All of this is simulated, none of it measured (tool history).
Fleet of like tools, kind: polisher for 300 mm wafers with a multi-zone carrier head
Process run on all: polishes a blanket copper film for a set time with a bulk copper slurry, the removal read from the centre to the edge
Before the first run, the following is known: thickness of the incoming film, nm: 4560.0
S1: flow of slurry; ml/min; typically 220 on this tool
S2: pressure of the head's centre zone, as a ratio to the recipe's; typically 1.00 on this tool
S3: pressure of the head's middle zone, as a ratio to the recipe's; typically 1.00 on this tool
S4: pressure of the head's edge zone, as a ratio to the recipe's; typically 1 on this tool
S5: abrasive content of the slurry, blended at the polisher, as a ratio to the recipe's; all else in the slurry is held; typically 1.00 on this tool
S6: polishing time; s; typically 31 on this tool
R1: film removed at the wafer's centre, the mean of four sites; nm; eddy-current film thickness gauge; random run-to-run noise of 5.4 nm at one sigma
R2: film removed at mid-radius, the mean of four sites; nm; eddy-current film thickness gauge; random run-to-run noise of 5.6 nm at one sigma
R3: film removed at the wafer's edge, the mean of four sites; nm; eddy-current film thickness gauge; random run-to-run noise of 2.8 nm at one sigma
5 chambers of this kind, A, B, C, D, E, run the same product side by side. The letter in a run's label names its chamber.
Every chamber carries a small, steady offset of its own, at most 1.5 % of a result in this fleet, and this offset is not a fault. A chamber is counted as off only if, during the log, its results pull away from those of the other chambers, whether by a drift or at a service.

-- hour=4.0 chamber A: centre zone pressure recalibrated
run 1C hour=6.0 | S1=220 S2=1.00 S3=1.00 S4=1 S5=1.00 S6=31 | R1=363.28 R2=372.01 R3=364.84
-- hour=9.4 chamber D: worn pad replaced by a new one
run 2E hour=16.1 | S1=220 S2=1.00 S3=1.00 S4=1 S5=1.00 S6=31 | R1=362.90 R2=366.07 R3=364.09
-- hour=16.7 chamber B: worn pad replaced by a new one
-- hour=21.8 chamber E: worn pad replaced by a new one
-- hour=21.9 chamber C: worn pad replaced by a new one
run 3B hour=25.2 | S1=220 S2=1.00 S3=1.00 S4=1 S5=1.00 S6=31 | R1=370.14 R2=374.31 R3=365.58
-- hour=25.4 chamber A: worn pad replaced by a new one
run 4A hour=33.5 | S1=220 S2=1.00 S3=1.00 S4=1 S5=1.00 S6=31 | R1=378.92 R2=374.62 R3=366.73
-- hour=34.7 chamber C: edge zone pressure recalibrated
-- hour=39.9 chamber D: centre zone pressure recalibrated
run 5D hour=41.3 | S1=220 S2=1.00 S3=1.00 S4=1 S5=1.00 S6=31 | R1=370.44 R2=386.29 R3=372.53
-- hour=42.3 chamber A: slurry nozzle cleaned
run 6B hour=46.6 | S1=220 S2=1.00 S3=1.00 S4=1 S5=1.00 S6=31 | R1=376.72 R2=365.85 R3=370.55
run 7A hour=51.9 | S1=220 S2=1.00 S3=1.00 S4=1 S5=1.00 S6=31 | R1=372.26 R2=358.65 R3=371.39
run 8E hour=59.0 | S1=220 S2=1.00 S3=1.00 S4=1 S5=1.00 S6=31 | R1=356.85 R2=359.19 R3=366.72
run 9C hour=64.9 | S1=220 S2=1.00 S3=1.00 S4=1 S5=1.00 S6=31 | R1=364.24 R2=364.49 R3=371.86
run 10D hour=71.2 | S1=220 S2=1.00 S3=1.00 S4=1 S5=1.00 S6=31 | R1=382.77 R2=375.71 R3=369.52
-- hour=74.9 chamber C: worn pad replaced by a new one
run 11E hour=76.0 | S1=220 S2=1.00 S3=1.00 S4=1 S5=1.00 S6=31 | R1=364.11 R2=354.25 R3=368.31
-- hour=79.3 chamber A: worn pad replaced by a new one
run 12C hour=82.9 | S1=220 S2=1.00 S3=1.00 S4=1 S5=1.00 S6=31 | R1=366.63 R2=369.19 R3=368.51
-- hour=85.0 chamber E: worn pad replaced by a new one
run 13A hour=89.1 | S1=220 S2=1.00 S3=1.00 S4=1 S5=1.00 S6=31 | R1=369.94 R2=360.45 R3=369.26
-- hour=92.7 chamber D: worn pad replaced by a new one
run 14B hour=96.0 | S1=220 S2=1.00 S3=1.00 S4=1 S5=1.00 S6=31 | R1=373.33 R2=361.91 R3=367.30
-- hour=96.3 chamber C: centre zone pressure recalibrated
-- hour=98.9 chamber B: worn pad replaced by a new one
run 15D hour=101.2 | S1=220 S2=1.00 S3=1.00 S4=1 S5=1.00 S6=31 | R1=378.99 R2=366.56 R3=363.28
run 16D hour=109.5 | S1=180 S2=1.00 S3=1.00 S4=1 S5=1.00 S6=40 | R1=467.44 R2=452.74 R3=462.92
-- hour=111.2 chamber D: edge zone pressure recalibrated
run 17B hour=116.4 | S1=180 S2=1.00 S3=1.00 S4=1 S5=1.00 S6=40 | R1=458.94 R2=456.32 R3=467.28
run 18C hour=121.3 | S1=180 S2=1.00 S3=1.00 S4=1 S5=1.00 S6=40 | R1=472.82 R2=459.47 R3=463.80
run 19E hour=127.8 | S1=180 S2=1.00 S3=1.00 S4=1 S5=1.00 S6=40 | R1=457.15 R2=455.75 R3=464.41
-- hour=129.6 chamber C: slurry nozzle cleaned
run 20A hour=132.4 | S1=180 S2=1.00 S3=1.00 S4=1 S5=1.00 S6=40 | R1=466.02 R2=455.84 R3=468.45
-- hour=135.6 chamber A: worn pad replaced by a new one
-- hour=136.3 chamber E: worn pad replaced by a new one
run 21D hour=139.1 | S1=220 S2=1.00 S3=1.00 S4=1 S5=1.00 S6=31 | R1=361.69 R2=373.70 R3=372.62
-- hour=139.2 chamber C: worn pad replaced by a new one
run 22A hour=144.7 | S1=220 S2=1.00 S3=1.00 S4=1 S5=1.00 S6=31 | R1=361.69 R2=370.53 R3=369.76
-- hour=144.8 chamber E: centre zone pressure recalibrated
run 23B hour=149.5 | S1=220 S2=1.00 S3=1.00 S4=1 S5=1.00 S6=31 | R1=369.17 R2=371.77 R3=372.06
run 24E hour=156.2 | S1=220 S2=1.00 S3=1.00 S4=1 S5=1.00 S6=31 | R1=369.60 R2=375.20 R3=372.98
run 25C hour=165.1 | S1=220 S2=1.00 S3=1.00 S4=1 S5=1.00 S6=31 | R1=367.64 R2=375.92 R3=369.74
-- hour=170.5 chamber E: slurry nozzle cleaned
run 26A hour=173.7 | S1=220 S2=1.00 S3=1.00 S4=1 S5=1.00 S6=31 | R1=378.79 R2=364.87 R3=369.34
-- hour=177.7 chamber B: worn pad replaced by a new one
run 27B hour=181.8 | S1=220 S2=1.00 S3=1.00 S4=1 S5=1.00 S6=31 | R1=377.63 R2=374.91 R3=367.35
-- hour=186.4 chamber D: worn pad replaced by a new one
run 28C hour=186.5 | S1=220 S2=1.00 S3=1.00 S4=1 S5=1.00 S6=31 | R1=364.64 R2=364.90 R3=362.76
-- hour=187.2 chamber A: worn pad replaced by a new one
-- hour=189.0 chamber E: worn pad replaced by a new one
run 29D hour=191.4 | S1=220 S2=1.00 S3=1.00 S4=1 S5=1.00 S6=31 | R1=376.14 R2=371.28 R3=365.35
run 30E hour=198.0 | S1=220 S2=1.07 S3=1.00 S4=1 S5=1.25 S6=31 | R1=416.52 R2=392.49 R3=389.58
-- hour=199.3 chamber C: worn pad replaced by a new one
run 31B hour=206.2 | S1=220 S2=1.07 S3=1.00 S4=1 S5=1.25 S6=31 | R1=419.62 R2=384.38 R3=382.83
run 32E hour=210.9 | S1=220 S2=1.07 S3=1.00 S4=1 S5=1.25 S6=31 | R1=406.82 R2=388.95 R3=387.35
run 33A hour=218.4 | S1=220 S2=1.07 S3=1.00 S4=1 S5=1.25 S6=31 | R1=422.20 R2=375.75 R3=393.23
run 34D hour=222.8 | S1=220 S2=1.07 S3=1.00 S4=1 S5=1.25 S6=31 | R1=423.93 R2=398.74 R3=392.89
run 35C hour=227.8 | S1=220 S2=1.00 S3=0.88 S4=1 S5=1.00 S6=26 | R1=316.95 R2=271.38 R3=309.42
run 36D hour=237.1 | S1=220 S2=1.00 S3=0.88 S4=1 S5=1.00 S6=26 | R1=308.13 R2=277.64 R3=309.97
run 37B hour=246.8 | S1=220 S2=1.00 S3=0.88 S4=1 S5=1.00 S6=26 | R1=314.23 R2=275.14 R3=307.84
-- hour=250.5 chamber A: worn pad replaced by a new one
run 38A hour=251.7 | S1=220 S2=1.00 S3=0.88 S4=1 S5=1.00 S6=26 | R1=313.31 R2=271.13 R3=314.53
-- hour=253.8 chamber E: worn pad replaced by a new one
-- hour=261.0 chamber C: worn pad replaced by a new one
run 39E hour=261.0 | S1=220 S2=1.00 S3=0.88 S4=1 S5=1.00 S6=26 | R1=314.31 R2=276.50 R3=310.44
-- hour=265.1 chamber B: worn pad replaced by a new one
run 40C hour=270.8 | S1=220 S2=1.00 S3=1.00 S4=1 S5=1.00 S6=31 | R1=379.04 R2=373.22 R3=372.05
run 41B hour=280.7 | S1=220 S2=1.00 S3=1.00 S4=1 S5=1.00 S6=31 | R1=370.00 R2=374.18 R3=371.05
run 42A hour=286.6 | S1=220 S2=1.11 S3=1.00 S4=1 S5=1.00 S6=20 | R1=262.57 R2=236.17 R3=237.97

All 5 chambers run these settings next. Forecast each chamber's results:
run 43A hour=293.9 | S1=220 S2=1.00 S3=1.00 S4=1 S5=1.00 S6=31 | R1=? R2=? R3=?
run 43B hour=293.9 | S1=220 S2=1.00 S3=1.00 S4=1 S5=1.00 S6=31 | R1=? R2=? R3=?
run 43C hour=293.9 | S1=220 S2=1.00 S3=1.00 S4=1 S5=1.00 S6=31 | R1=? R2=? R3=?
run 43D hour=293.9 | S1=220 S2=1.00 S3=1.00 S4=1 S5=1.00 S6=31 | R1=? R2=? R3=?
run 43E hour=293.9 | S1=220 S2=1.00 S3=1.00 S4=1 S5=1.00 S6=31 | R1=? R2=? R3=?

run=43A R1=369.39 R2=364.31 R3=367.26
run=43B R1=371.82 R2=370.67 R3=369.82
run=43C R1=374.51 R2=362.01 R3=369.68
run=43D R1=371.57 R2=377.98 R3=366.56
run=43E R1=367.24 R2=373.81 R3=371.28
